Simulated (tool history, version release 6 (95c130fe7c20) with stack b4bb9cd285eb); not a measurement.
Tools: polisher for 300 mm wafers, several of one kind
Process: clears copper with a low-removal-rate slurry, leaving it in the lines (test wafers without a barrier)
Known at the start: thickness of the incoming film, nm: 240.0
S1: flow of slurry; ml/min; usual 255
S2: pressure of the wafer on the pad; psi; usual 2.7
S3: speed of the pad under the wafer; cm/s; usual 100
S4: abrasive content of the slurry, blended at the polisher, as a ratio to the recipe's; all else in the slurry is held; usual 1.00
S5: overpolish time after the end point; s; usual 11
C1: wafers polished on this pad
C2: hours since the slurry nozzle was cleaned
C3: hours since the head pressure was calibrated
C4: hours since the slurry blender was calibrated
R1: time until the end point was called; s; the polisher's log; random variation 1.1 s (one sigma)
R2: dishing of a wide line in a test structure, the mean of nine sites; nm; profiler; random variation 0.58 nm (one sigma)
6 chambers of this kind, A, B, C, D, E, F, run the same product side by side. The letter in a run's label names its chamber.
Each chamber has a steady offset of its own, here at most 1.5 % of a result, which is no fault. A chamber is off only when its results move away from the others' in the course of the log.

Run 1A, hour 4.9: usual settings; C1 391; C2 277.6; C3 367.1; C4 108.7. Result: R1 75.620 s, R2 25.372 nm.
Run 2D, hour 8.4: usual settings; C1 590; C2 129.9; C3 90.4; C4 92.3. Result: R1 73.940 s, R2 25.313 nm.
Run 3B, hour 13.8: usual settings; C1 1007; C2 493.0; C3 709.4; C4 304.8. Result: R1 73.597 s, R2 25.070 nm.
Run 4C, hour 17.6: usual settings; C1 211; C2 62.3; C3 398.6; C4 112.5. Result: R1 73.637 s, R2 26.050 nm.
At hour 19.6: chamber E: worn pad replaced by a new one.
Run 5F, hour 20.3: usual settings; C1 1072; C2 186.7; C3 594.2; C4 150.2. Result: R1 70.161 s, R2 25.914 nm.
Run 6E, hour 25.0: usual settings; C1 28; C2 663.7; C3 667.1; C4 71.7. Result: R1 74.344 s, R2 25.058 nm.
At hour 26.4: chamber F: worn pad replaced by a new one.
Run 7E, hour 29.7: usual settings; C1 52; C2 668.4; C3 671.8; C4 76.4. Result: R1 72.983 s, R2 25.845 nm.
Run 8D, hour 33.7: usual settings; C1 722; C2 155.2; C3 115.7; C4 117.6. Result: R1 73.545 s, R2 24.974 nm.
At hour 36.8: chamber C: slurry blender recalibrated.
Run 9A, hour 38.8: usual settings but S3 82 cm/s; C1 567; C2 311.5; C3 401.0; C4 142.6. Result: R1 90.236 s, R2 21.491 nm.
Run 10F, hour 42.4: usual settings but S3 82 cm/s; C1 83; C2 208.8; C3 616.3; C4 172.3. Result: R1 88.171 s, R2 22.093 nm.
Run 11C, hour 47.1: usual settings but S3 82 cm/s; C1 364; C2 91.8; C3 428.1; C4 10.4. Result: R1 88.089 s, R2 22.233 nm.
Run 12B, hour 50.0: usual settings but S3 82 cm/s; C1 1195; C2 529.2; C3 745.6; C4 341.0. Result: R1 88.219 s, R2 21.273 nm.
At hour 52.3: chamber B: worn pad replaced by a new one.
At hour 53.7: chamber A: slurry blender recalibrated.
Run 13B, hour 55.5: usual settings but S3 82 cm/s; C1 17; C2 534.7; C3 751.1; C4 346.5. Result: R1 88.329 s, R2 21.661 nm.
At hour 56.1: chamber F: slurry blender recalibrated.
Run 14F, hour 58.7: usual settings but S3 82 cm/s; C1 168; C2 225.1; C3 632.6; C4 2.6. Result: R1 89.627 s, R2 21.539 nm.
Run 15E, hour 64.0: usual settings; C1 231; C2 702.7; C3 706.1; C4 110.7. Result: R1 73.044 s, R2 25.809 nm.
Run 16D, hour 66.7: usual settings but S4 1.25, S5 6 s; C1 893; C2 188.2; C3 148.7; C4 150.6. Result: R1 70.023 s, R2 15.599 nm.
At hour 69.0: chamber A: worn pad replaced by a new one.
Run 17A, hour 71.0: usual settings but S4 1.25, S5 6 s; C1 10; C2 343.7; C3 433.2; C4 17.4. Result: R1 71.092 s, R2 15.040 nm.
At hour 73.8: chamber E: slurry blender recalibrated.
Run 18C, hour 75.2: usual settings but S4 1.25, S5 6 s; C1 510; C2 119.9; C3 456.2; C4 38.5. Result: R1 71.629 s, R2 15.222 nm.
Run 19B, hour 79.7: usual settings but S4 1.25, S5 6 s; C1 142; C2 558.9; C3 775.3; C4 370.7. Result: R1 70.548 s, R2 15.618 nm.
Run 20C, hour 82.5: usual settings but S4 1.25, S5 6 s; C1 548; C2 127.2; C3 463.5; C4 45.8. Result: R1 70.312 s, R2 15.403 nm.
At hour 85.1: chamber E: slurry nozzle cleaned.
Run 21F, hour 86.7: usual settings but S4 1.25, S5 6 s; C1 314; C2 253.1; C3 660.6; C4 30.6. Result: R1 69.021 s, R2 15.265 nm.
Run 22D, hour 91.6: usual settings; C1 1023; C2 213.1; C3 173.6; C4 175.5. Result: R1 73.011 s, R2 25.757 nm.
Run 23A, hour 95.2: usual settings but S3 112 cm/s; C1 136; C2 367.9; C3 457.4; C4 41.6. Result: R1 66.939 s, R2 28.709 nm.
At hour 98.8: chamber C: worn pad replaced by a new one.
Run 24E, hour 100.8: usual settings but S3 112 cm/s; C1 422; C2 15.8; C3 742.9; C4 27.1. Result: R1 65.543 s, R2 28.386 nm.
Run 25B, hour 106.0: usual settings but S3 112 cm/s; C1 279; C2 585.2; C3 801.6; C4 397.0. Result: R1 65.733 s, R2 29.078 nm.
Run 26D, hour 110.5: usual settings but S3 112 cm/s; C1 1121; C2 232.0; C3 192.5; C4 194.4. Result: R1 66.577 s, R2 28.147 nm.
Run 27C, hour 115.9: usual settings but S3 112 cm/s; C1 89; C2 160.6; C3 496.9; C4 79.2. Result: R1 65.152 s, R2 28.967 nm.
At hour 117.0: chamber B: slurry nozzle cleaned.
At hour 120.0: chamber E: worn pad replaced by a new one.
Run 28E, hour 121.3: usual settings but S3 112 cm/s; C1 7; C2 36.3; C3 763.4; C4 47.6. Result: R1 66.451 s, R2 28.928 nm.
At hour 121.8: chamber B: slurry blender recalibrated.
Run 29A, hour 125.8: usual settings; C1 295; C2 398.5; C3 488.0; C4 72.2. Result: R1 74.629 s, R2 26.610 nm.
At hour 127.1: chamber F: slurry nozzle cleaned.
Run 30F, hour 129.4: usual settings; C1 536; C2 2.3; C3 703.3; C4 73.3. Result: R1 72.298 s, R2 24.668 nm.
Run 31A, hour 134.3: usual settings; C1 340; C2 407.0; C3 496.5; C4 80.7. Result: R1 74.132 s, R2 26.442 nm.
At hour 139.0: chamber B: head pressure recalibrated.
Run 32D, hour 139.1: usual settings; C1 1270; C2 260.6; C3 221.1; C4 223.0. Result: R1 74.348 s, R2 25.472 nm.
Run 33B, hour 142.2: usual settings but S2 3.1 psi, S3 78 cm/s; C1 467; C2 25.2; C3 3.2; C4 20.4. Result: R1 82.592 s, R2 23.988 nm.
Run 34E, hour 145.2: usual settings but S2 3.1 psi, S3 78 cm/s; C1 131; C2 60.2; C3 787.3; C4 71.5. Result: R1 79.846 s, R2 24.673 nm.
Run 35C, hour 148.1: usual settings but S2 3.1 psi, S3 78 cm/s; C1 256; C2 192.8; C3 529.1; C4 111.4. Result: R1 82.936 s, R2 22.649 nm.
Run 36F, hour 152.5: usual settings but S2 3.1 psi, S3 78 cm/s; C1 656; C2 25.4; C3 726.4; C4 96.4. Result: R1 83.247 s, R2 22.621 nm.
Run 37A, hour 157.6: usual settings but S2 3.1 psi, S3 78 cm/s; C1 461; C2 430.3; C3 519.8; C4 104.0. Result: R1 82.442 s, R2 24.301 nm.

What goes on in this fleet: one chamber off, a drifting gauge, or nothing beyond the chambers' own small offsets? Name the chamber and the cause, if any.

No chamber stands off beyond its own small offset, and the gauge holds steady.
